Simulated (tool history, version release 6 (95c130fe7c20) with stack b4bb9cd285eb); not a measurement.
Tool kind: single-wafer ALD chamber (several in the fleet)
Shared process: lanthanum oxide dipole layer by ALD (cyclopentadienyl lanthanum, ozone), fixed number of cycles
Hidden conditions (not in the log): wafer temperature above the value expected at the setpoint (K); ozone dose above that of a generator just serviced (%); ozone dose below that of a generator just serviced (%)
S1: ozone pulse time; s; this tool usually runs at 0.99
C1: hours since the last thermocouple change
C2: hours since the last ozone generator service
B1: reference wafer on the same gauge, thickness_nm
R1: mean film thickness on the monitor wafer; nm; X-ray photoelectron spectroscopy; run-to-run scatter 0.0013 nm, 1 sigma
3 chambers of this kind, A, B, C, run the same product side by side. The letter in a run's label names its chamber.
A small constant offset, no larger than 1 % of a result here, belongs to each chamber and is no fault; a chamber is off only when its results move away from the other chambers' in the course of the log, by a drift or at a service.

run   hour    S1      C1      C2       B1       R1
 1C    8.9  0.99  2310.1   908.1   0.5068  0.50175
 2B   18.8  0.99   467.7   889.8  0.50717  0.49847
 3A   31.9  0.99  1151.4   258.7  0.50709  0.49909
 4C   42.5  0.99  2343.7   941.7  0.50686  0.50156
 5B   52.3  0.99   501.2   923.3  0.50697  0.49723
 6A   62.8  0.99  1182.3   289.6  0.50736  0.49796
 7C   72.6  0.99  2373.8   971.8  0.50684  0.50147
 8A   84.4  0.99  1203.9   311.2  0.50734  0.49749
 9B   94.3  0.99   543.2   965.3  0.50706   0.5001
10C  103.2  0.99  2404.4  1002.4  0.50693  0.50035
11B  114.4  0.99   563.3   985.4  0.50668  0.49939
12A  125.1  0.99  1244.6   351.9   0.5072  0.49767
13C  135.2  1.38  2436.4  1034.4  0.50676  0.54663
14A  149.2  1.38  1268.7     376  0.50667  0.54207
15B    158  1.38   606.9    1029  0.50675    0.544
16C  166.1  0.99  2467.3  1065.3  0.50726   0.5025
17B  172.4  0.99   621.3  1043.4  0.50685  0.50034
18A  183.9  0.99  1303.4   410.7  0.50721  0.49667
19C  195.2  0.99  2496.4  1094.4  0.50704  0.50126
20B  207.7  1.17   656.6  1078.7  0.50713  0.51888
21A  215.8  1.17  1335.3   442.6  0.50711  0.52059
22B  229.6  1.17   678.5  1100.6  0.50707  0.52259
23C  241.2  0.99  2542.4  1140.4  0.50717    0.502
24A  250.7  0.99  1370.2   477.5  0.50713   0.4978
25B  259.5  0.99   708.4  1130.5  0.50698   0.4925
26C  271.5  0.99  2572.7  1170.7  0.50712  0.50341
27A  279.4  0.99  1398.9   506.2  0.50677  0.49865
28A  288.3  0.99  1407.8   515.1  0.50698  0.50054
29B  297.2  1.15   746.1  1168.2  0.50699  0.51671
30C  307.5  1.15  2608.7  1206.7    0.507  0.52124
31B    316  1.15   764.9    1187  0.50692  0.51319
32A  326.3  0.99  1445.8   553.1   0.5069  0.49937
33C  335.3  0.99  2636.5  1234.5  0.50721  0.50103
34A    345  0.99  1464.5   571.8  0.50729  0.49867
35C  358.8  0.99    2660    1258  0.50671  0.49973
36B  367.8  0.77   816.7  1238.8  0.50697  0.44133
37C  376.7  0.77  2677.9  1275.9  0.50694   0.4551
38B    387  0.77   835.9    1258  0.50698  0.44189
39A  399.6  0.99  1519.1   626.4   0.5074  0.50028
40A  411.8  0.99  1531.3   638.6  0.50708  0.49678
41B  421.7  0.99   870.6  1292.7  0.50697   0.4838
42C  433.6  0.99  2734.8  1332.8  0.50697  0.49841
43B  440.5  0.99   889.4  1311.5  0.50716  0.48412

For the next run the whole fleet of 3 chambers uses the same settings. Give each chamber's results:
44A  450.6  1.27               ?
44B  450.6  1.27               ?
44C  450.6  1.27               ?

run       R1
44A  0.53371
44B  0.52349
44C  0.53693
